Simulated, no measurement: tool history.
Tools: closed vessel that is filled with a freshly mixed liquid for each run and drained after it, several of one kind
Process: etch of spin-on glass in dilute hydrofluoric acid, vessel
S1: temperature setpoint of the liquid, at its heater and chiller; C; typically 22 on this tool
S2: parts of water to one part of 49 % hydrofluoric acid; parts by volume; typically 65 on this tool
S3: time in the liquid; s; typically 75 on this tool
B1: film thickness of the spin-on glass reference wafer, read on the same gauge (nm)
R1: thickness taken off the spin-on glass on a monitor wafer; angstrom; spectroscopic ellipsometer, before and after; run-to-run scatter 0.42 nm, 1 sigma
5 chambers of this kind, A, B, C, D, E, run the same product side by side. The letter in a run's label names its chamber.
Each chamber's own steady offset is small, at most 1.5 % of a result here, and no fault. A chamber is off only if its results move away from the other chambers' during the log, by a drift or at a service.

{"run": "1D", "hour": 6.1, "S1": 22, "S2": 65, "S3": 75, "B1": 69.984, "R1": 434.98}
{"run": "2B", "hour": 18.8, "S1": 22, "S2": 65, "S3": 75, "B1": 69.985, "R1": 447}
{"run": "3E", "hour": 29.7, "S1": 22, "S2": 65, "S3": 75, "B1": 70.018, "R1": 441.19}
{"hour": 38.1, "done": "chamber B: thermometer replaced"}
{"run": "4A", "hour": 42.7, "S1": 22, "S2": 65, "S3": 75, "B1": 70.019, "R1": 446.24}
{"run": "5C", "hour": 54.8, "S1": 22, "S2": 65, "S3": 75, "B1": 70.011, "R1": 439.37}
{"run": "6A", "hour": 65.4, "S1": 22, "S2": 65, "S3": 75, "B1": 70.02, "R1": 446.26}
{"run": "7D", "hour": 72.2, "S1": 18.5, "S2": 85, "S3": 75, "B1": 70.007, "R1": 282.26}
{"hour": 80.7, "done": "chamber D: thermometer replaced"}
{"run": "8B", "hour": 84.5, "S1": 18.5, "S2": 85, "S3": 75, "B1": 69.987, "R1": 284.22}
{"run": "9E", "hour": 93.7, "S1": 18.5, "S2": 85, "S3": 75, "B1": 69.992, "R1": 279.62}
{"run": "10C", "hour": 101.6, "S1": 18.5, "S2": 85, "S3": 75, "B1": 69.998, "R1": 280.57}
{"run": "11D", "hour": 108.7, "S1": 18.5, "S2": 85, "S3": 75, "B1": 70, "R1": 280.43}
{"run": "12A", "hour": 116.2, "S1": 22, "S2": 65, "S3": 75, "B1": 70.009, "R1": 445.93}
{"run": "13B", "hour": 124.1, "S1": 22, "S2": 65, "S3": 75, "B1": 70.011, "R1": 443.1}
{"run": "14C", "hour": 136.1, "S1": 22, "S2": 65, "S3": 75, "B1": 70.003, "R1": 434.88}
{"run": "15E", "hour": 143.6, "S1": 22, "S2": 65, "S3": 75, "B1": 69.993, "R1": 442.5}
{"run": "16B", "hour": 153.1, "S1": 22, "S2": 65, "S3": 75, "B1": 69.97, "R1": 447.57}
{"run": "17E", "hour": 166.1, "S1": 22, "S2": 55, "S3": 105, "B1": 70.001, "R1": 722.24}
{"run": "18A", "hour": 175.4, "S1": 22, "S2": 55, "S3": 105, "B1": 69.993, "R1": 754.87}
{"run": "19D", "hour": 188.1, "S1": 22, "S2": 55, "S3": 105, "B1": 70.019, "R1": 732.26}
{"run": "20C", "hour": 200.6, "S1": 22, "S2": 55, "S3": 105, "B1": 69.991, "R1": 721.27}
{"run": "21B", "hour": 206.8, "S1": 22, "S2": 55, "S3": 105, "B1": 69.995, "R1": 736.16}
{"hour": 206.9, "done": "chamber E: hydrofluoric acid flow meter replaced"}
{"run": "22A", "hour": 212.8, "S1": 22, "S2": 65, "S3": 75, "B1": 69.989, "R1": 442.01}
{"run": "23D", "hour": 224.0, "S1": 22, "S2": 65, "S3": 75, "B1": 69.974, "R1": 441.8}
{"run": "24C", "hour": 230.2, "S1": 22, "S2": 65, "S3": 75, "B1": 70.034, "R1": 421.22}
{"run": "25E", "hour": 242.2, "S1": 22, "S2": 65, "S3": 75, "B1": 70.026, "R1": 444.75}
{"run": "26C", "hour": 248.7, "S1": 22, "S2": 65, "S3": 75, "B1": 69.985, "R1": 424.4}
{"run": "27A", "hour": 260.2, "S1": 22, "S2": 65, "S3": 75, "B1": 70.014, "R1": 437.48}
{"run": "28D", "hour": 270.7, "S1": 22, "S2": 85, "S3": 110, "B1": 70.008, "R1": 480.48}
{"run": "29E", "hour": 277.5, "S1": 22, "S2": 85, "S3": 110, "B1": 70.026, "R1": 483.04}
{"run": "30B", "hour": 287.0, "S1": 22, "S2": 85, "S3": 110, "B1": 69.996, "R1": 483.12}
{"hour": 293.3, "done": "chamber C: thermometer replaced"}
{"run": "31D", "hour": 294.8, "S1": 22, "S2": 85, "S3": 110, "B1": 69.984, "R1": 478.22}
{"run": "32E", "hour": 304.5, "S1": 22, "S2": 85, "S3": 110, "B1": 70.008, "R1": 480.87}
{"run": "33B", "hour": 314.1, "S1": 22, "S2": 65, "S3": 75, "B1": 69.984, "R1": 441.36}
{"run": "34C", "hour": 325.4, "S1": 22, "S2": 65, "S3": 75, "B1": 69.995, "R1": 419.77}
{"run": "35A", "hour": 333.8, "S1": 22, "S2": 65, "S3": 75, "B1": 70.001, "R1": 444.22}
{"run": "36D", "hour": 341.2, "S1": 22, "S2": 65, "S3": 75, "B1": 69.975, "R1": 449.09}
{"run": "37C", "hour": 351.6, "S1": 22, "S2": 65, "S3": 75, "B1": 70.021, "R1": 410.32}
{"run": "38B", "hour": 359.1, "S1": 22, "S2": 65, "S3": 75, "B1": 70.009, "R1": 445.52}

What goes on in this fleet: one chamber off, a drifting gauge, or nothing beyond the chambers' own small offsets? Name the chamber and the cause, if any.

It is chamber C that slowly wanders off from its peers.
Most likely cause: hydrofluoric acid flow below the setpoint (%) = 6.83.

Which of the 4 candidates below, each the usual settings with something changed and its results left as question marks, puts chamber C back in line with what the other chambers give on the usual settings?
Allowed miss from the other chambers' usual-settings mean, per result, to count as in line: R1 15 angstrom
{"run": "39C-1", "hour": 368.5, "S1": 22.5, "S2": 65, "S3": 80, "R1": "?"}
{"run": "39C-2", "hour": 368.5, "S1": 21.5, "S2": 65, "S3": 75, "R1": "?"}
{"run": "39C-3", "hour": 368.5, "S1": 22, "S2": 65, "S3": 70, "R1": "?"}
{"run": "39C-4", "hour": 368.5, "S1": 22.5, "S2": 65, "S3": 75, "R1": "?"}

On the usual settings, the other chambers give on average: R1 441.62 angstrom
run=39C-1 R1=442.27
run=39C-2 R1=398.05
run=39C-3 R1=379.11
run=39C-4 R1=414.63
The answer is 39C-1, which returns the chamber to within the allowed miss of the others.

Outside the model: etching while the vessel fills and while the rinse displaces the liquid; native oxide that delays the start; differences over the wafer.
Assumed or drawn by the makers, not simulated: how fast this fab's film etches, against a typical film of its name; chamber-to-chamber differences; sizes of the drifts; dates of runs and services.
